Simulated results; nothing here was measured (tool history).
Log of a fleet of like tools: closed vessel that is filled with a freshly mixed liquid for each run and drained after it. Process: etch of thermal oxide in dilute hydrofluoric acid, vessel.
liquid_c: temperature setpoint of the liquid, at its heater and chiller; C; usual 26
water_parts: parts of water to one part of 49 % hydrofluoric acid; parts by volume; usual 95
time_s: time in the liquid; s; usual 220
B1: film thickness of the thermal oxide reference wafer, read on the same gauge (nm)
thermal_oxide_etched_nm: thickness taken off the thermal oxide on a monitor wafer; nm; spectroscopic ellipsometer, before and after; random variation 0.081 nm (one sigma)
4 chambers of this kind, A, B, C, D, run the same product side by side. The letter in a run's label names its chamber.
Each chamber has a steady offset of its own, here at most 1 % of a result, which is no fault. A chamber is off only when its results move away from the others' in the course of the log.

{"run": "1C", "day": 0.388, "liquid_c": 26, "water_parts": 95, "time_s": 220, "B1": 110.01, "thermal_oxide_etched_nm": 11.632}
{"run": "2B", "day": 0.692, "liquid_c": 26, "water_parts": 95, "time_s": 220, "B1": 110.03, "thermal_oxide_etched_nm": 11.819}
{"run": "3D", "day": 0.904, "liquid_c": 26, "water_parts": 95, "time_s": 220, "B1": 110, "thermal_oxide_etched_nm": 11.694}
{"run": "4A", "day": 1.188, "liquid_c": 26, "water_parts": 95, "time_s": 220, "B1": 109.97, "thermal_oxide_etched_nm": 11.524}
{"run": "5A", "day": 1.433, "liquid_c": 26, "water_parts": 95, "time_s": 220, "B1": 110, "thermal_oxide_etched_nm": 11.675}
{"run": "6B", "day": 1.838, "liquid_c": 26, "water_parts": 95, "time_s": 220, "B1": 109.97, "thermal_oxide_etched_nm": 11.679}
{"run": "7C", "day": 2.233, "liquid_c": 26, "water_parts": 95, "time_s": 220, "B1": 110.02, "thermal_oxide_etched_nm": 11.673}
{"run": "8D", "day": 2.542, "liquid_c": 30, "water_parts": 80, "time_s": 220, "B1": 110.01, "thermal_oxide_etched_nm": 16.798}
{"run": "9A", "day": 2.771, "liquid_c": 30, "water_parts": 80, "time_s": 220, "B1": 110, "thermal_oxide_etched_nm": 16.27}
{"run": "10B", "day": 2.992, "liquid_c": 30, "water_parts": 80, "time_s": 220, "B1": 110.01, "thermal_oxide_etched_nm": 16.525}
{"run": "11D", "day": 3.338, "liquid_c": 30, "water_parts": 80, "time_s": 220, "B1": 109.99, "thermal_oxide_etched_nm": 16.31}
{"run": "12C", "day": 3.712, "liquid_c": 26, "water_parts": 95, "time_s": 220, "B1": 110, "thermal_oxide_etched_nm": 11.649}
{"run": "13C", "day": 3.946, "liquid_c": 26, "water_parts": 95, "time_s": 220, "B1": 110.01, "thermal_oxide_etched_nm": 11.612}
{"run": "14A", "day": 4.225, "liquid_c": 26, "water_parts": 95, "time_s": 220, "B1": 110.01, "thermal_oxide_etched_nm": 11.477}
{"run": "15D", "day": 4.567, "liquid_c": 26, "water_parts": 95, "time_s": 220, "B1": 109.99, "thermal_oxide_etched_nm": 11.706}
{"run": "16B", "day": 4.871, "liquid_c": 26, "water_parts": 95, "time_s": 220, "B1": 110.01, "thermal_oxide_etched_nm": 11.4}
{"run": "17D", "day": 5.096, "liquid_c": 26, "water_parts": 95, "time_s": 220, "B1": 109.98, "thermal_oxide_etched_nm": 11.689}
{"run": "18A", "day": 5.467, "liquid_c": 26, "water_parts": 95, "time_s": 220, "B1": 110.01, "thermal_oxide_etched_nm": 11.619}
{"run": "19B", "day": 5.812, "liquid_c": 26, "water_parts": 95, "time_s": 220, "B1": 110.02, "thermal_oxide_etched_nm": 11.282}
{"run": "20C", "day": 6.029, "liquid_c": 26, "water_parts": 95, "time_s": 220, "B1": 109.99, "thermal_oxide_etched_nm": 11.576}
{"run": "21B", "day": 6.388, "liquid_c": 26, "water_parts": 95, "time_s": 220, "B1": 110.02, "thermal_oxide_etched_nm": 11.405}
{"run": "22C", "day": 6.642, "liquid_c": 26, "water_parts": 95, "time_s": 220, "B1": 109.96, "thermal_oxide_etched_nm": 11.686}
{"run": "23A", "day": 6.917, "liquid_c": 26, "water_parts": 95, "time_s": 220, "B1": 110.02, "thermal_oxide_etched_nm": 11.597}
{"run": "24D", "day": 7.158, "liquid_c": 26, "water_parts": 95, "time_s": 220, "B1": 109.99, "thermal_oxide_etched_nm": 11.659}
{"day": 7.325, "done": "chamber D: hydrofluoric acid flow meter replaced"}
{"run": "25B", "day": 7.542, "liquid_c": 26, "water_parts": 60, "time_s": 170, "B1": 110.03, "thermal_oxide_etched_nm": 14.355}
{"run": "26D", "day": 7.854, "liquid_c": 26, "water_parts": 60, "time_s": 170, "B1": 110.01, "thermal_oxide_etched_nm": 15.083}
{"run": "27C", "day": 8.133, "liquid_c": 26, "water_parts": 60, "time_s": 170, "B1": 109.99, "thermal_oxide_etched_nm": 14.781}
{"run": "28A", "day": 8.329, "liquid_c": 26, "water_parts": 60, "time_s": 170, "B1": 110.03, "thermal_oxide_etched_nm": 14.584}
{"run": "29C", "day": 8.617, "liquid_c": 26, "water_parts": 95, "time_s": 220, "B1": 110.02, "thermal_oxide_etched_nm": 11.597}
{"run": "30A", "day": 8.95, "liquid_c": 26, "water_parts": 95, "time_s": 220, "B1": 110.04, "thermal_oxide_etched_nm": 11.616}
{"run": "31B", "day": 9.279, "liquid_c": 26, "water_parts": 95, "time_s": 220, "B1": 110.02, "thermal_oxide_etched_nm": 11.039}
{"run": "32D", "day": 9.529, "liquid_c": 26, "water_parts": 95, "time_s": 220, "B1": 109.98, "thermal_oxide_etched_nm": 11.58}
{"run": "33C", "day": 9.942, "liquid_c": 26, "water_parts": 95, "time_s": 220, "B1": 109.96, "thermal_oxide_etched_nm": 11.601}
{"run": "34B", "day": 10.258, "liquid_c": 26, "water_parts": 95, "time_s": 220, "B1": 109.96, "thermal_oxide_etched_nm": 11.01}
{"run": "35D", "day": 10.529, "liquid_c": 26, "water_parts": 95, "time_s": 220, "B1": 109.96, "thermal_oxide_etched_nm": 11.666}
{"run": "36A", "day": 10.867, "liquid_c": 26, "water_parts": 95, "time_s": 220, "B1": 110.04, "thermal_oxide_etched_nm": 11.633}
{"run": "37D", "day": 11.258, "liquid_c": 26, "water_parts": 95, "time_s": 220, "B1": 110, "thermal_oxide_etched_nm": 11.674}
{"run": "38A", "day": 11.542, "liquid_c": 26, "water_parts": 95, "time_s": 220, "B1": 110, "thermal_oxide_etched_nm": 11.472}
{"run": "39B", "day": 11.775, "liquid_c": 26, "water_parts": 95, "time_s": 220, "B1": 109.99, "thermal_oxide_etched_nm": 10.816}

All 4 chambers run these settings next. Forecast each chamber's results:
{"run": "40A", "day": 12.088, "liquid_c": 26, "water_parts": 95, "time_s": 220, "thermal_oxide_etched_nm": "?"}
{"run": "40B", "day": 12.088, "liquid_c": 26, "water_parts": 95, "time_s": 220, "thermal_oxide_etched_nm": "?"}
{"run": "40C", "day": 12.088, "liquid_c": 26, "water_parts": 95, "time_s": 220, "thermal_oxide_etched_nm": "?"}
{"run": "40D", "day": 12.088, "liquid_c": 26, "water_parts": 95, "time_s": 220, "thermal_oxide_etched_nm": "?"}

run=40A thermal_oxide_etched_nm=11.703
run=40B thermal_oxide_etched_nm=11.003
run=40C thermal_oxide_etched_nm=11.654
run=40D thermal_oxide_etched_nm=11.72
